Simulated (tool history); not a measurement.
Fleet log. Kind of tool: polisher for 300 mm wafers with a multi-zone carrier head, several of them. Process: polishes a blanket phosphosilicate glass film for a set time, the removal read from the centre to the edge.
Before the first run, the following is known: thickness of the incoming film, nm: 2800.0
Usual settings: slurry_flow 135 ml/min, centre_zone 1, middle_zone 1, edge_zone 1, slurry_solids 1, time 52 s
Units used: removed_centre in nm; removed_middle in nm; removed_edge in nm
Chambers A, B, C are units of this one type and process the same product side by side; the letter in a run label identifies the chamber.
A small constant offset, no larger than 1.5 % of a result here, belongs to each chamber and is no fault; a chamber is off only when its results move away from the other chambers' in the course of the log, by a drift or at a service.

Run 1C, hour 10.2: usual settings. Result: removed_centre 565.13 nm, removed_middle 567.72 nm, removed_edge 568.69 nm.
Run 2A, hour 21.3: usual settings. Result: removed_centre 563.59 nm, removed_middle 566.17 nm, removed_edge 561.11 nm.
Run 3B, hour 31.9: usual settings. Result: removed_centre 566.27 nm, removed_middle 573.61 nm, removed_edge 572.4 nm.
Run 4B, hour 41.6: usual settings. Result: removed_centre 572.68 nm, removed_middle 562.28 nm, removed_edge 571.93 nm.
Run 5C, hour 47.3: usual settings. Result: removed_centre 564.21 nm, removed_middle 560.36 nm, removed_edge 568.45 nm.
Run 6A, hour 60.2: usual settings but centre_zone 0.93, slurry_solids 1.1. Result: removed_centre 544.03 nm, removed_middle 609.89 nm, removed_edge 589.39 nm.
Run 7A, hour 73: usual settings but centre_zone 0.93, slurry_solids 1.1. Result: removed_centre 546.1 nm, removed_middle 594.95 nm, removed_edge 595.46 nm.
At hour 75.7: chamber A: worn pad replaced by a new one.
Run 8C, hour 80.8: usual settings but centre_zone 0.93, slurry_solids 1.1. Result: removed_centre 532.62 nm, removed_middle 559.19 nm, removed_edge 572.17 nm.
At hour 81.1: chamber B: worn pad replaced by a new one.
Run 9B, hour 92.4: usual settings. Result: removed_centre 565.92 nm, removed_middle 559.78 nm, removed_edge 562.68 nm.
Run 10A, hour 99: usual settings but centre_zone 1.1, edge_zone 0.95. Result: removed_centre 624.82 nm, removed_middle 571.88 nm, removed_edge 555.9 nm.
At hour 105.4: chamber A: edge zone pressure recalibrated.
Run 11C, hour 107.6: usual settings but centre_zone 1.1, edge_zone 0.95. Result: removed_centre 597.64 nm, removed_middle 541.09 nm, removed_edge 522.59 nm.
Run 12B, hour 120.3: usual settings but centre_zone 1.1, edge_zone 0.95. Result: removed_centre 634.44 nm, removed_middle 557.2 nm, removed_edge 545.71 nm.
Run 13C, hour 127.8: usual settings. Result: removed_centre 532.67 nm, removed_middle 524.94 nm, removed_edge 528.17 nm.
Run 14A, hour 139.3: usual settings. Result: removed_centre 574.37 nm, removed_middle 570.91 nm, removed_edge 558.1 nm.
At hour 141.4: chamber B: slurry nozzle cleaned.
Run 15B, hour 146: usual settings. Result: removed_centre 562.81 nm, removed_middle 573.67 nm, removed_edge 567.77 nm.
Run 16A, hour 157.8: usual settings. Result: removed_centre 575.69 nm, removed_middle 577.28 nm, removed_edge 568.07 nm.
Run 17C, hour 170.1: usual settings. Result: removed_centre 508.67 nm, removed_middle 508.41 nm, removed_edge 508.11 nm.
At hour 174.8: chamber A: worn pad replaced by a new one.
Run 18B, hour 177.4: usual settings. Result: removed_centre 569.99 nm, removed_middle 556.52 nm, removed_edge 575.44 nm.
Run 19B, hour 187.5: usual settings. Result: removed_centre 568.72 nm, removed_middle 562.19 nm, removed_edge 572.79 nm.
Run 20C, hour 194.1: usual settings. Result: removed_centre 507.91 nm, removed_middle 500.14 nm, removed_edge 510.52 nm.
Run 21A, hour 201.7: usual settings. Result: removed_centre 560.23 nm, removed_middle 574.4 nm, removed_edge 566.83 nm.

Next, every chamber runs the same settings. What will each give?
Run 22A, hour 211: usual settings but centre_zone 1.05. Result: removed_centre ?, removed_middle ?, removed_edge ?.
Run 22B, hour 211: usual settings but centre_zone 1.05. Result: removed_centre ?, removed_middle ?, removed_edge ?.
Run 22C, hour 211: usual settings but centre_zone 1.05. Result: removed_centre ?, removed_middle ?, removed_edge ?.

run  removed_centre  removed_middle  removed_edge
22A           591.1          572.07        567.02
22B          604.74          548.81        558.91
22C          519.57           494.9        492.01
